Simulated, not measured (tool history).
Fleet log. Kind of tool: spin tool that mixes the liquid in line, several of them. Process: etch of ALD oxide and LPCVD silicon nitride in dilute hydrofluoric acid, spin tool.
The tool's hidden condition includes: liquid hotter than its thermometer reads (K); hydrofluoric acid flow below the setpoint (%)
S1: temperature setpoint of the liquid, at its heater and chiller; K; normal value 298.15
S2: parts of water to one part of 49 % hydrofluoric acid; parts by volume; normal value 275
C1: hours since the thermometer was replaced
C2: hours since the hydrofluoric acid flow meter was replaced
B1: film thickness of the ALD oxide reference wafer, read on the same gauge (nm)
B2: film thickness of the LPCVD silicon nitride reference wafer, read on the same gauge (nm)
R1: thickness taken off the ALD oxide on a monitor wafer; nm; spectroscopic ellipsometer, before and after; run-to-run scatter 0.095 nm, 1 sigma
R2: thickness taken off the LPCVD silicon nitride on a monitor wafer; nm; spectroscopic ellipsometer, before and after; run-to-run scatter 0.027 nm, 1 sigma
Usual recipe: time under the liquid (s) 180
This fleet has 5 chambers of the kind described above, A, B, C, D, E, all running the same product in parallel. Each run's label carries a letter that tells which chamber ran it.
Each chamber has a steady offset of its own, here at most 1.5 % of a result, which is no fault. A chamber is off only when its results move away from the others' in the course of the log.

Run 1B, hour 5.1: usual settings; C1 113.9; C2 1006.5; B1 119.96; B2 130.03. Result: R1 12.926 nm, R2 0.33911 nm.
Run 2C, hour 11.1: usual settings; C1 1926.7; C2 769.2; B1 119.99; B2 130.03. Result: R1 12.928 nm, R2 0.34312 nm.
Run 3E, hour 16.9: usual settings; C1 139.7; C2 119.5; B1 120.01; B2 129.99. Result: R1 13.079 nm, R2 0.36714 nm.
Run 4D, hour 22.3: usual settings; C1 440.8; C2 1178.4; B1 120.01; B2 130.04. Result: R1 13.08 nm, R2 0.38156 nm.
Run 5A, hour 29.1: usual settings; C1 710; C2 360.6; B1 120; B2 129.99. Result: R1 12.814 nm, R2 0.36071 nm.
Run 6D, hour 35.2: usual settings; C1 453.7; C2 1191.3; B1 119.99; B2 129.98. Result: R1 12.959 nm, R2 0.35848 nm.
Run 7B, hour 42.6: usual settings; C1 151.4; C2 1044; B1 119.99; B2 130.01. Result: R1 12.77 nm, R2 0.33927 nm.
Run 8E, hour 47.5: usual settings; C1 170.3; C2 150.1; B1 119.96; B2 130. Result: R1 13.021 nm, R2 0.3213 nm.
Run 9A, hour 54.5: usual settings; C1 735.4; C2 386; B1 119.94; B2 130.01. Result: R1 12.773 nm, R2 0.34094 nm.
Run 10C, hour 58.1: usual settings; C1 1973.7; C2 816.2; B1 119.97; B2 130.01. Result: R1 12.792 nm, R2 0.38028 nm.
Run 11B, hour 64.9: usual settings; C1 173.7; C2 1066.3; B1 120; B2 129.99. Result: R1 13.034 nm, R2 0.33994 nm.
Run 12A, hour 71.9: usual settings; C1 752.8; C2 403.4; B1 120; B2 130.02. Result: R1 12.834 nm, R2 0.36364 nm.
Run 13D, hour 75.4: usual settings; C1 493.9; C2 1231.5; B1 120.02; B2 130.04. Result: R1 13.025 nm, R2 0.36709 nm.
Run 14E, hour 80: usual settings; C1 202.8; C2 182.6; B1 120.01; B2 130. Result: R1 13.017 nm, R2 0.33425 nm.
Run 15C, hour 86: usual settings; C1 2001.6; C2 844.1; B1 120.02; B2 130.01. Result: R1 12.771 nm, R2 0.32057 nm.
Run 16B, hour 93.5: usual settings; C1 202.3; C2 1094.9; B1 119.98; B2 129.99. Result: R1 12.843 nm, R2 0.37743 nm.
Run 17D, hour 98.8: usual settings; C1 517.3; C2 1254.9; B1 120; B2 130.01. Result: R1 13.078 nm, R2 0.32397 nm.
Run 18A, hour 106: usual settings; C1 786.9; C2 437.5; B1 119.99; B2 129.98. Result: R1 12.84 nm, R2 0.36895 nm.
Run 19E, hour 110.5: usual settings; C1 233.3; C2 213.1; B1 120.02; B2 129.98. Result: R1 12.927 nm, R2 0.35719 nm.
Run 20C, hour 115.8: usual settings; C1 2031.4; C2 873.9; B1 120.06; B2 130.02. Result: R1 12.758 nm, R2 0.30379 nm.
At hour 116.6: chamber A: thermometer replaced.
Run 21D, hour 120.7: usual settings but S2 385 parts by volume; C1 539.2; C2 1276.8; B1 120; B2 130. Result: R1 8.3811 nm, R2 0.25871 nm.
Run 22C, hour 127: usual settings but S2 385 parts by volume; C1 2042.6; C2 885.1; B1 120.01; B2 130. Result: R1 8.2272 nm, R2 0.20915 nm.
Run 23B, hour 131.1: usual settings but S2 385 parts by volume; C1 239.9; C2 1132.5; B1 119.95; B2 130.01. Result: R1 8.1352 nm, R2 0.22022 nm.
Run 24A, hour 137.8: usual settings but S2 385 parts by volume; C1 21.3; C2 469.3; B1 119.99; B2 130. Result: R1 8.1536 nm, R2 0.25395 nm.
Run 25E, hour 143.3: usual settings but S2 385 parts by volume; C1 266.1; C2 245.9; B1 120.02; B2 130. Result: R1 8.3784 nm, R2 0.22645 nm.
Run 26D, hour 149: usual settings; C1 567.5; C2 1305.1; B1 119.99; B2 130.02. Result: R1 12.978 nm, R2 0.34856 nm.
Run 27B, hour 152.7: usual settings but S2 195 parts by volume, time under the liquid (s) 100; C1 261.5; C2 1154.1; B1 120.02; B2 129.98. Result: R1 10.572 nm, R2 0.24566 nm.
Run 28A, hour 157.3: usual settings but S2 195 parts by volume, time under the liquid (s) 100; C1 40.8; C2 488.8; B1 120.01; B2 130.01. Result: R1 10.909 nm, R2 0.29871 nm.
Run 29C, hour 161.2: usual settings but S2 195 parts by volume, time under the liquid (s) 100; C1 2076.8; C2 919.3; B1 120; B2 130.02. Result: R1 10.738 nm, R2 0.25115 nm.
Run 30E, hour 165.5: usual settings but S2 195 parts by volume, time under the liquid (s) 100; C1 288.3; C2 268.1; B1 119.98; B2 130. Result: R1 10.973 nm, R2 0.2626 nm.
Run 31B, hour 172.4: usual settings but S2 195 parts by volume, time under the liquid (s) 100; C1 281.2; C2 1173.8; B1 120.01; B2 129.96. Result: R1 10.525 nm, R2 0.24112 nm.
Run 32E, hour 176.5: usual settings; C1 299.3; C2 279.1; B1 119.98; B2 129.99. Result: R1 12.917 nm, R2 0.31843 nm.
Run 33C, hour 180.6: usual settings; C1 2096.2; C2 938.7; B1 120.03; B2 130.02. Result: R1 12.8 nm, R2 0.37891 nm.
Run 34A, hour 185: usual settings but S2 335 parts by volume; C1 68.5; C2 516.5; B1 120.01; B2 129.99. Result: R1 9.7892 nm, R2 0.28845 nm.
Run 35D, hour 192: usual settings but S2 335 parts by volume; C1 610.5; C2 1348.1; B1 119.96; B2 130.01. Result: R1 10.022 nm, R2 0.31296 nm.
Run 36B, hour 196.8: usual settings but S2 335 parts by volume; C1 305.6; C2 1198.2; B1 120.03; B2 129.98. Result: R1 9.4582 nm, R2 0.27578 nm.
Run 37D, hour 202.2: usual settings but S2 335 parts by volume; C1 620.7; C2 1358.3; B1 119.99; B2 129.98. Result: R1 10.113 nm, R2 0.26812 nm.
Run 38E, hour 206: usual settings but S2 335 parts by volume; C1 328.8; C2 308.6; B1 120.04; B2 129.97. Result: R1 10.142 nm, R2 0.29245 nm.
Run 39A, hour 211.7: usual settings; C1 95.2; C2 543.2; B1 119.98; B2 130.02. Result: R1 12.953 nm, R2 0.31998 nm.
Run 40C, hour 218.5: usual settings; C1 2134.1; C2 976.6; B1 119.96; B2 130.01. Result: R1 12.907 nm, R2 0.32857 nm.
Run 41B, hour 225.9: usual settings; C1 334.7; C2 1227.3; B1 120.01; B2 129.99. Result: R1 11.855 nm, R2 0.36875 nm.

Next, every chamber runs the same settings. What will each give?
Run 42A, hour 231.5: usual settings but S2 145 parts by volume. Result: R1 ?, R2 ?.
Run 42B, hour 231.5: usual settings but S2 145 parts by volume. Result: R1 ?, R2 ?.
Run 42C, hour 231.5: usual settings but S2 145 parts by volume. Result: R1 ?, R2 ?.
Run 42D, hour 231.5: usual settings but S2 145 parts by volume. Result: R1 ?, R2 ?.
Run 42E, hour 231.5: usual settings but S2 145 parts by volume. Result: R1 ?, R2 ?.

run      R1       R2
42A  28.449  0.58654
42B  26.239  0.67489
42C  27.429   0.6783
42D  28.963  0.72962
42E  28.691   0.6623
